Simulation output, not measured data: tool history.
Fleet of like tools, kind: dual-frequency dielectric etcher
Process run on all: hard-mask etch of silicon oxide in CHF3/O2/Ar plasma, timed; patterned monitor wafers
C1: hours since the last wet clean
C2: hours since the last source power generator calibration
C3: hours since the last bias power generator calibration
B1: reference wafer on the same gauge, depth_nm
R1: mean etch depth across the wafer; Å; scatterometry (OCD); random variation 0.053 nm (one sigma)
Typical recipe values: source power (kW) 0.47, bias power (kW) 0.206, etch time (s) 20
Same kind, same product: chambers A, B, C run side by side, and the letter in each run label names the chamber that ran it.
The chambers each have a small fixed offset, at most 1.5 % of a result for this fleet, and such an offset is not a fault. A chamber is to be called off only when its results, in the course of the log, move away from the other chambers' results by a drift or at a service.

run 1B day=0.608 | source_power_(kW)=0.47 bias_power_(kW)=0.206 etch_time_(s)=20 | C1=296.2 C2=3637.1 C3=1466.5 | B1=33.818 | R1=374.93
run 2C day=1.025 | source_power_(kW)=0.47 bias_power_(kW)=0.206 etch_time_(s)=20 | C1=426.5 C2=2121.7 C3=2044.2 | B1=33.814 | R1=382.51
run 3A day=1.325 | source_power_(kW)=0.47 bias_power_(kW)=0.206 etch_time_(s)=20 | C1=466.7 C2=232.6 C3=2143.7 | B1=33.826 | R1=374.04
run 4C day=1.775 | source_power_(kW)=0.47 bias_power_(kW)=0.206 etch_time_(s)=20 | C1=444.5 C2=2139.7 C3=2062.2 | B1=33.836 | R1=381.94
run 5B day=2.05 | source_power_(kW)=0.47 bias_power_(kW)=0.206 etch_time_(s)=20 | C1=330.8 C2=3671.7 C3=1501.1 | B1=33.838 | R1=374.75
run 6A day=2.546 | source_power_(kW)=0.47 bias_power_(kW)=0.206 etch_time_(s)=20 | C1=496 C2=261.9 C3=2173 | B1=33.849 | R1=374.86
run 7A day=2.95 | source_power_(kW)=0.47 bias_power_(kW)=0.206 etch_time_(s)=20 | C1=505.7 C2=271.6 C3=2182.7 | B1=33.854 | R1=373.55
-- day=3.217 chamber C: wet clean of the chamber
run 8C day=3.312 | source_power_(kW)=0.47 bias_power_(kW)=0.206 etch_time_(s)=20 | C1=2.4 C2=2176.6 C3=2099.1 | B1=33.867 | R1=382.64
run 9B day=3.638 | source_power_(kW)=0.55 bias_power_(kW)=0.206 etch_time_(s)=22 | C1=368.9 C2=3709.8 C3=1539.2 | B1=33.878 | R1=438.87
run 10A day=3.946 | source_power_(kW)=0.55 bias_power_(kW)=0.206 etch_time_(s)=22 | C1=529.6 C2=295.5 C3=2206.6 | B1=33.849 | R1=437.02
run 11B day=4.425 | source_power_(kW)=0.55 bias_power_(kW)=0.206 etch_time_(s)=22 | C1=387.8 C2=3728.7 C3=1558.1 | B1=33.872 | R1=437.14
run 12C day=4.967 | source_power_(kW)=0.47 bias_power_(kW)=0.206 etch_time_(s)=24.5 | C1=42.1 C2=2216.3 C3=2138.8 | B1=33.875 | R1=469.65
-- day=5.175 chamber A: wet clean of the chamber
run 13C day=5.542 | source_power_(kW)=0.47 bias_power_(kW)=0.206 etch_time_(s)=24.5 | C1=55.9 C2=2230.1 C3=2152.6 | B1=33.905 | R1=469.2
run 14B day=6.004 | source_power_(kW)=0.47 bias_power_(kW)=0.206 etch_time_(s)=24.5 | C1=425.7 C2=3766.6 C3=1596 | B1=33.896 | R1=461.63
run 15A day=6.458 | source_power_(kW)=0.47 bias_power_(kW)=0.206 etch_time_(s)=20 | C1=30.8 C2=355.8 C3=2266.9 | B1=33.903 | R1=374.66
run 16B day=6.908 | source_power_(kW)=0.47 bias_power_(kW)=0.206 etch_time_(s)=20 | C1=447.4 C2=3788.3 C3=1617.7 | B1=33.91 | R1=376.65
run 17A day=7.379 | source_power_(kW)=0.42 bias_power_(kW)=0.226 etch_time_(s)=20 | C1=52.9 C2=377.9 C3=2289 | B1=33.931 | R1=371.91
run 18C day=7.65 | source_power_(kW)=0.42 bias_power_(kW)=0.226 etch_time_(s)=20 | C1=106.5 C2=2280.7 C3=2203.2 | B1=33.925 | R1=380.71
run 19C day=7.992 | source_power_(kW)=0.42 bias_power_(kW)=0.226 etch_time_(s)=20 | C1=114.7 C2=2288.9 C3=2211.4 | B1=33.93 | R1=379.67
-- day=8.279 chamber B: wet clean of the chamber
run 20A day=8.279 | source_power_(kW)=0.47 bias_power_(kW)=0.206 etch_time_(s)=20 | C1=74.5 C2=399.5 C3=2310.6 | B1=33.936 | R1=375.14
run 21B day=8.679 | source_power_(kW)=0.47 bias_power_(kW)=0.166 etch_time_(s)=17.5 | C1=9.6 C2=3830.8 C3=1660.2 | B1=33.95 | R1=306.12
run 22C day=9.162 | source_power_(kW)=0.47 bias_power_(kW)=0.166 etch_time_(s)=17.5 | C1=142.8 C2=2317 C3=2239.5 | B1=33.951 | R1=311.48
run 23B day=9.575 | source_power_(kW)=0.47 bias_power_(kW)=0.166 etch_time_(s)=17.5 | C1=31.1 C2=3852.3 C3=1681.7 | B1=33.955 | R1=306.11
run 24A day=9.912 | source_power_(kW)=0.47 bias_power_(kW)=0.206 etch_time_(s)=20 | C1=113.7 C2=438.7 C3=2349.8 | B1=33.965 | R1=375.57
run 25C day=10.242 | source_power_(kW)=0.47 bias_power_(kW)=0.206 etch_time_(s)=17.5 | C1=168.7 C2=2342.9 C3=2265.4 | B1=33.986 | R1=335.4
run 26B day=10.571 | source_power_(kW)=0.47 bias_power_(kW)=0.206 etch_time_(s)=17.5 | C1=55 C2=3876.2 C3=1705.6 | B1=33.975 | R1=329.6
run 27A day=11.146 | source_power_(kW)=0.47 bias_power_(kW)=0.206 etch_time_(s)=17.5 | C1=143.3 C2=468.3 C3=2379.4 | B1=33.982 | R1=328.77
run 28C day=11.45 | source_power_(kW)=0.47 bias_power_(kW)=0.206 etch_time_(s)=20 | C1=197.7 C2=2371.9 C3=2294.4 | B1=33.995 | R1=384.13

What goes on in this fleet: one chamber off, a drifting gauge, or nothing beyond the chambers' own small offsets? Name the chamber and the cause, if any.

No chamber is off; the gauge reading every chamber's wafers drifts, which makes the whole fleet appear to move together.
Cause: gauge reads high (%) = 0.586.
